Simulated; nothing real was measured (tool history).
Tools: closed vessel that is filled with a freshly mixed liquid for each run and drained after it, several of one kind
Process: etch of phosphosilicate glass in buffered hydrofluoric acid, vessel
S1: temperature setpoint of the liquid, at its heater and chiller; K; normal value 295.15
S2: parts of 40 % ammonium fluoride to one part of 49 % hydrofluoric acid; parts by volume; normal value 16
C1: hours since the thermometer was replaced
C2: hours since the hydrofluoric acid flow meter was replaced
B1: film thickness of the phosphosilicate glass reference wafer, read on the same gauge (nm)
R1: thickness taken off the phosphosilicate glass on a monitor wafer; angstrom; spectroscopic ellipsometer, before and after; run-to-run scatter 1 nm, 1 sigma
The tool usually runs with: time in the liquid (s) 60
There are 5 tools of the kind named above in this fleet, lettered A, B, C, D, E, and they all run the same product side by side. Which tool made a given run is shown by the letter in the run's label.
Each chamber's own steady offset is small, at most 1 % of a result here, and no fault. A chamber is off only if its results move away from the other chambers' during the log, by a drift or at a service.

{"run": "1D", "hour": 5.2, "S1": 295.15, "S2": 16, "time in the liquid (s)": 60, "C1": 1604.6, "C2": 277.8, "B1": 120.01, "R1": 1440.9}
{"run": "2E", "hour": 10.7, "S1": 295.15, "S2": 16, "time in the liquid (s)": 60, "C1": 892.7, "C2": 942.1, "B1": 119.99, "R1": 1414.1}
{"run": "3B", "hour": 18.9, "S1": 295.15, "S2": 16, "time in the liquid (s)": 60, "C1": 614.8, "C2": 1180.8, "B1": 120.01, "R1": 1430.6}
{"run": "4C", "hour": 27.3, "S1": 295.15, "S2": 16, "time in the liquid (s)": 60, "C1": 1341.1, "C2": 402.8, "B1": 119.99, "R1": 1433.2}
{"run": "5A", "hour": 36.5, "S1": 295.15, "S2": 16, "time in the liquid (s)": 60, "C1": 378.1, "C2": 80.4, "B1": 119.99, "R1": 1425.4}
{"run": "6D", "hour": 41.4, "S1": 295.15, "S2": 16, "time in the liquid (s)": 60, "C1": 1640.8, "C2": 314, "B1": 120.03, "R1": 1430}
{"run": "7B", "hour": 49.8, "S1": 295.15, "S2": 16, "time in the liquid (s)": 60, "C1": 645.7, "C2": 1211.7, "B1": 119.99, "R1": 1426.7}
{"run": "8C", "hour": 55.2, "S1": 295.15, "S2": 16, "time in the liquid (s)": 60, "C1": 1369, "C2": 430.7, "B1": 120.01, "R1": 1401.7}
{"run": "9A", "hour": 63.4, "S1": 295.15, "S2": 16, "time in the liquid (s)": 60, "C1": 405, "C2": 107.3, "B1": 119.99, "R1": 1443.4}
{"run": "10E", "hour": 71.7, "S1": 295.15, "S2": 16, "time in the liquid (s)": 60, "C1": 953.7, "C2": 1003.1, "B1": 120.02, "R1": 1437.4}
{"run": "11B", "hour": 76.2, "S1": 295.15, "S2": 16, "time in the liquid (s)": 60, "C1": 672.1, "C2": 1238.1, "B1": 120.01, "R1": 1399}
{"run": "12D", "hour": 83.3, "S1": 295.15, "S2": 16, "time in the liquid (s)": 60, "C1": 1682.7, "C2": 355.9, "B1": 119.99, "R1": 1434.2}
{"run": "13E", "hour": 91.1, "S1": 295.15, "S2": 16, "time in the liquid (s)": 60, "C1": 973.1, "C2": 1022.5, "B1": 120.04, "R1": 1418.6}
{"run": "14C", "hour": 100.3, "S1": 295.15, "S2": 16, "time in the liquid (s)": 60, "C1": 1414.1, "C2": 475.8, "B1": 120.02, "R1": 1420.4}
{"run": "15A", "hour": 104.7, "S1": 295.15, "S2": 16, "time in the liquid (s)": 60, "C1": 446.3, "C2": 148.6, "B1": 120.02, "R1": 1446.5}
{"run": "16A", "hour": 113.7, "S1": 295.15, "S2": 16, "time in the liquid (s)": 60, "C1": 455.3, "C2": 157.6, "B1": 120, "R1": 1424.1}
{"run": "17E", "hour": 122.7, "S1": 295.15, "S2": 19.5, "time in the liquid (s)": 60, "C1": 1004.7, "C2": 1054.1, "B1": 120.02, "R1": 1166.1}
{"run": "18D", "hour": 129.7, "S1": 295.15, "S2": 19.5, "time in the liquid (s)": 60, "C1": 1729.1, "C2": 402.3, "B1": 120.02, "R1": 1167.5}
{"run": "19C", "hour": 137.6, "S1": 295.15, "S2": 19.5, "time in the liquid (s)": 60, "C1": 1451.4, "C2": 513.1, "B1": 119.98, "R1": 1160.5}
{"run": "20B", "hour": 143.9, "S1": 295.15, "S2": 19.5, "time in the liquid (s)": 60, "C1": 739.8, "C2": 1305.8, "B1": 120, "R1": 1173.4}
{"run": "21D", "hour": 149.3, "S1": 295.15, "S2": 19.5, "time in the liquid (s)": 60, "C1": 1748.7, "C2": 421.9, "B1": 119.98, "R1": 1169.1}
{"run": "22E", "hour": 157.1, "S1": 295.15, "S2": 16, "time in the liquid (s)": 60, "C1": 1039.1, "C2": 1088.5, "B1": 119.99, "R1": 1407.6}
{"run": "23B", "hour": 162.1, "S1": 295.15, "S2": 16, "time in the liquid (s)": 60, "C1": 758, "C2": 1324, "B1": 120.01, "R1": 1409.7}
{"run": "24C", "hour": 167.8, "S1": 295.15, "S2": 16, "time in the liquid (s)": 60, "C1": 1481.6, "C2": 543.3, "B1": 119.99, "R1": 1389.2}
{"run": "25A", "hour": 176.8, "S1": 295.15, "S2": 16, "time in the liquid (s)": 60, "C1": 518.4, "C2": 220.7, "B1": 120.02, "R1": 1419.7}
{"run": "26A", "hour": 183.4, "S1": 297.65, "S2": 16, "time in the liquid (s)": 40, "C1": 525, "C2": 227.3, "B1": 120.03, "R1": 1078.3}
{"run": "27D", "hour": 191.5, "S1": 297.65, "S2": 16, "time in the liquid (s)": 40, "C1": 1790.9, "C2": 464.1, "B1": 119.99, "R1": 1087.1}
{"hour": 196.6, "done": "chamber B: hydrofluoric acid flow meter replaced"}
{"run": "28C", "hour": 197.1, "S1": 297.65, "S2": 16, "time in the liquid (s)": 40, "C1": 1510.9, "C2": 572.6, "B1": 120.02, "R1": 1055.8}
{"run": "29E", "hour": 204.5, "S1": 297.65, "S2": 16, "time in the liquid (s)": 40, "C1": 1086.5, "C2": 1135.9, "B1": 120.01, "R1": 1076.4}
{"run": "30B", "hour": 209.6, "S1": 297.65, "S2": 16, "time in the liquid (s)": 40, "C1": 805.5, "C2": 13.1, "B1": 119.97, "R1": 1070.7}
{"hour": 217.3, "done": "chamber C: thermometer replaced"}
{"run": "31C", "hour": 218.1, "S1": 295.15, "S2": 16, "time in the liquid (s)": 60, "C1": 0.9, "C2": 593.6, "B1": 120.01, "R1": 1378.7}
{"run": "32D", "hour": 227.2, "S1": 295.15, "S2": 16, "time in the liquid (s)": 60, "C1": 1826.6, "C2": 499.8, "B1": 120.03, "R1": 1409.1}
{"run": "33A", "hour": 235.9, "S1": 295.15, "S2": 16, "time in the liquid (s)": 60, "C1": 577.5, "C2": 279.8, "B1": 120.02, "R1": 1416.9}
{"run": "34B", "hour": 245.2, "S1": 295.15, "S2": 16, "time in the liquid (s)": 60, "C1": 841.1, "C2": 48.7, "B1": 119.97, "R1": 1420.1}
{"run": "35E", "hour": 251.0, "S1": 295.15, "S2": 16, "time in the liquid (s)": 60, "C1": 1133, "C2": 1182.4, "B1": 120.01, "R1": 1434.8}
{"run": "36E", "hour": 259.3, "S1": 292.15, "S2": 16, "time in the liquid (s)": 45, "C1": 1141.3, "C2": 1190.7, "B1": 120, "R1": 907.91}

For the next run the whole fleet of 5 chambers uses the same settings. Give each chamber's results:
{"run": "37A", "hour": 266.0, "S1": 295.15, "S2": 16, "time in the liquid (s)": 60, "R1": "?"}
{"run": "37B", "hour": 266.0, "S1": 295.15, "S2": 16, "time in the liquid (s)": 60, "R1": "?"}
{"run": "37C", "hour": 266.0, "S1": 295.15, "S2": 16, "time in the liquid (s)": 60, "R1": "?"}
{"run": "37D", "hour": 266.0, "S1": 295.15, "S2": 16, "time in the liquid (s)": 60, "R1": "?"}
{"run": "37E", "hour": 266.0, "S1": 295.15, "S2": 16, "time in the liquid (s)": 60, "R1": "?"}

run=37A R1=1438.5
run=37B R1=1418
run=37C R1=1368.6
run=37D R1=1432.3
run=37E R1=1421.4

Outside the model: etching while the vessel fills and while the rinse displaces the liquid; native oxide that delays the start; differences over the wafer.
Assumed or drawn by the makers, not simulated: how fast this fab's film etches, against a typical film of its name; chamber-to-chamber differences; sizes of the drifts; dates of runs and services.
